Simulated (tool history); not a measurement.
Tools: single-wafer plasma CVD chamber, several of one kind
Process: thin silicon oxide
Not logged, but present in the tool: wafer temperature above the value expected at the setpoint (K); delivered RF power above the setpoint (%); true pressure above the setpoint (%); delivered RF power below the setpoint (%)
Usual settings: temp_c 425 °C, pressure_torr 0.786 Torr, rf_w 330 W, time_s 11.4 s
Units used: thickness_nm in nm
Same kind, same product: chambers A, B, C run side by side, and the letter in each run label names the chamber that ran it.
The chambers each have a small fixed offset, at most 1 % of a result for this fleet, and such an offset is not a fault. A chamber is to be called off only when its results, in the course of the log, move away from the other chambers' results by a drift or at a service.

run,hour,temp_c,pressure_torr,rf_w,time_s,hours since the last thermocouple change,hours since the last RF generator calibration,hours since the last manometer calibration,"read-back reference wafer on the same gauge, thickness_nm",thickness_nm
1A,7.8,425,0.786,330,11.4,135.3,1176.1,2334.6,20.006,20.972
2C,18.1,425,0.786,330,11.4,496.1,482.3,2493.5,19.995,21.049
3B,29.4,425,0.786,330,11.4,1632.9,1100.1,976.1,20.000,21.100
4B,35.1,425,0.786,330,11.4,1638.6,1105.8,981.8,19.995,21.005
5C,44.8,425,0.786,330,11.4,522.8,509.0,2520.2,20.000,20.979
6A,53.0,425,0.786,330,11.4,180.5,1221.3,2379.8,19.990,20.852
7A,63.1,435,0.786,330,11.4,190.6,1231.4,2389.9,19.991,20.841
8B,72.0,435,0.786,330,11.4,1675.5,1142.7,1018.7,19.995,20.900
9C,81.7,435,0.786,330,11.4,559.7,545.9,2557.1,19.998,20.845
10A,89.0,425,0.786,330,11.4,216.5,1257.3,2415.8,19.991,20.927
# hour 91.5: chamber C: capacitance manometer re-zeroed and calibrated
11C,95.8,425,0.786,330,11.4,573.8,560.0,4.3,20.004,21.566
12B,102.4,425,0.786,330,11.4,1705.9,1173.1,1049.1,20.000,21.016
13B,113.8,425,0.786,330,11.4,1717.3,1184.5,1060.5,20.000,20.945
14C,123.0,425,0.786,330,11.4,601.0,587.2,31.5,19.994,21.655
15A,129.9,425,0.786,370,11.4,257.4,1298.2,2456.7,19.995,21.745
16C,135.6,425,0.786,370,11.4,613.6,599.8,44.1,19.997,22.699
17B,141.9,425,0.786,370,11.4,1745.4,1212.6,1088.6,20.001,21.952
18A,149.6,425,0.786,330,11.4,277.1,1317.9,2476.4,20.003,20.951
19B,160.2,425,0.786,330,11.4,1763.7,1230.9,1106.9,19.996,21.073
20C,169.1,425,0.786,330,11.4,647.1,633.3,77.6,19.988,21.589
21A,175.0,413,0.786,330,9.5,302.5,1343.3,2501.8,19.996,17.589
22C,184.7,413,0.786,330,9.5,662.7,648.9,93.2,19.994,18.185
23A,193.5,413,0.786,330,9.5,321.0,1361.8,2520.3,20.001,17.582
24B,205.6,425,0.882,385,11.4,1809.1,1276.3,1152.3,20.000,24.803
25B,213.3,425,0.882,385,11.4,1816.8,1284.0,1160.0,19.996,24.701
26C,222.9,425,0.882,385,11.4,700.9,687.1,131.4,20.004,25.273
27A,228.9,425,0.786,330,11.4,356.4,1397.2,2555.7,20.001,20.901

What goes on in this fleet: one chamber off, a drifting gauge, or nothing beyond the chambers' own small offsets? Name the chamber and the cause, if any.

A service on chamber C put it out of line with the rest.
Likeliest cause: true pressure above the setpoint (%) = 3.19.

Chamber C could run next with any of the 4 candidate recipes listed below; each alters the usual settings, and their results appear as question marks. Which one brings its results back in line with what the other chambers deliver on the usual settings?
Maximum distance from the other chambers' mean on the usual settings for a result to count as in line: thickness_nm 0.180 nm
28C-1,237.8,425,0.758,330,11.4,,,,,?
28C-2,237.8,425,0.796,330,11.4,,,,,?
28C-3,237.8,425,0.775,330,11.4,,,,,?
28C-4,237.8,425,0.801,330,11.6,,,,,?

What the other chambers average on the usual settings: thickness_nm 20.967 nm
run,thickness_nm
28C-1,20.941
28C-2,21.934
28C-3,21.386
28C-4,22.447
The right change is 28C-1: it brings the chamber back within the allowed miss of the others.

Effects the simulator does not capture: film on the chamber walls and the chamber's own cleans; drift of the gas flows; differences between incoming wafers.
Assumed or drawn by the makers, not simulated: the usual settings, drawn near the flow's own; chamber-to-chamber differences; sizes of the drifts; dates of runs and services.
